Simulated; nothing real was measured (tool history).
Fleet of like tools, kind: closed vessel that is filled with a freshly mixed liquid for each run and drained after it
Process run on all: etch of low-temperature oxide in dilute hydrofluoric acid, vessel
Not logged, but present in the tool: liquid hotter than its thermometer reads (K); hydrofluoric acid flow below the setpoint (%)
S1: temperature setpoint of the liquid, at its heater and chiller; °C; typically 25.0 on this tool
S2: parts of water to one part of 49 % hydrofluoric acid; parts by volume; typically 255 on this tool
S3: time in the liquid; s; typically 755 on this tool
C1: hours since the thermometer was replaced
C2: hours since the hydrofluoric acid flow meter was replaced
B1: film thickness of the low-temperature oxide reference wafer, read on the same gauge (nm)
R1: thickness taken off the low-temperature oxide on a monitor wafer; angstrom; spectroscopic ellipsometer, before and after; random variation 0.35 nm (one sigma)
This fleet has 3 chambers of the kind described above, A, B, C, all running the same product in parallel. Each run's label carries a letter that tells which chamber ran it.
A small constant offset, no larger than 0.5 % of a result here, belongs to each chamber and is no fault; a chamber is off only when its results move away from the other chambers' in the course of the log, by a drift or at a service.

run 1C hour=9.1 | S1=25.0 S2=255 S3=755 | C1=848.5 C2=129.0 | B1=49.999 | R1=425.88
run 2B hour=16.1 | S1=25.0 S2=255 S3=755 | C1=373.5 C2=393.1 | B1=50.007 | R1=431.54
run 3A hour=29.9 | S1=25.0 S2=255 S3=755 | C1=57.4 C2=299.5 | B1=50.002 | R1=441.17
-- hour=37.5 chamber C: thermometer replaced
run 4C hour=40.6 | S1=25.0 S2=255 S3=755 | C1=3.2 C2=160.5 | B1=50.007 | R1=435.51
run 5B hour=50.2 | S1=25.0 S2=255 S3=755 | C1=407.6 C2=427.2 | B1=49.995 | R1=439.58
run 6A hour=61.1 | S1=25.0 S2=255 S3=755 | C1=88.6 C2=330.7 | B1=50.008 | R1=436.78
run 7B hour=69.0 | S1=25.0 S2=255 S3=755 | C1=426.4 C2=446.0 | B1=49.997 | R1=431.86
run 8C hour=84.4 | S1=25.0 S2=255 S3=755 | C1=47.0 C2=204.3 | B1=49.987 | R1=433.03
run 9A hour=93.4 | S1=25.0 S2=255 S3=755 | C1=120.9 C2=363.0 | B1=49.994 | R1=437.86
run 10A hour=100.4 | S1=25.0 S2=255 S3=755 | C1=127.9 C2=370.0 | B1=50.015 | R1=436.32
run 11B hour=108.2 | S1=25.0 S2=255 S3=755 | C1=465.6 C2=485.2 | B1=50.013 | R1=421.71
run 12C hour=123.3 | S1=25.0 S2=255 S3=755 | C1=85.9 C2=243.2 | B1=50.003 | R1=444.41
-- hour=129.1 chamber A: hydrofluoric acid flow meter replaced
run 13C hour=134.3 | S1=25.0 S2=255 S3=755 | C1=96.9 C2=254.2 | B1=50.004 | R1=439.79
run 14A hour=147.7 | S1=25.0 S2=255 S3=755 | C1=175.2 C2=18.6 | B1=50.012 | R1=440.03
run 15B hour=157.1 | S1=25.0 S2=255 S3=755 | C1=514.5 C2=534.1 | B1=49.995 | R1=421.57
run 16B hour=166.1 | S1=29.5 S2=255 S3=755 | C1=523.5 C2=543.1 | B1=49.992 | R1=491.13
run 17C hour=175.6 | S1=29.5 S2=255 S3=755 | C1=138.2 C2=295.5 | B1=49.991 | R1=504.81
run 18A hour=184.0 | S1=29.5 S2=255 S3=755 | C1=211.5 C2=54.9 | B1=49.998 | R1=511.32
run 19B hour=195.0 | S1=25.0 S2=255 S3=755 | C1=552.4 C2=572.0 | B1=50.010 | R1=418.92
run 20A hour=206.9 | S1=25.0 S2=295 S3=755 | C1=234.4 C2=77.8 | B1=50.005 | R1=364.65
run 21C hour=220.6 | S1=25.0 S2=295 S3=755 | C1=183.2 C2=340.5 | B1=50.010 | R1=362.66
run 22A hour=228.2 | S1=25.0 S2=295 S3=755 | C1=255.7 C2=99.1 | B1=50.004 | R1=363.82
run 23C hour=238.4 | S1=25.0 S2=255 S3=755 | C1=201.0 C2=358.3 | B1=49.997 | R1=432.18
run 24B hour=247.0 | S1=25.0 S2=255 S3=755 | C1=604.4 C2=624.0 | B1=50.013 | R1=413.56

Next, all 3 chambers run the settings below, one line each with question marks for the results. What does each chamber give?
run 25A hour=258.3 | S1=25.0 S2=210 S3=755 | R1=?
run 25B hour=258.3 | S1=25.0 S2=210 S3=755 | R1=?
run 25C hour=258.3 | S1=25.0 S2=210 S3=755 | R1=?

run=25A R1=554.67
run=25B R1=528.03
run=25C R1=552.71
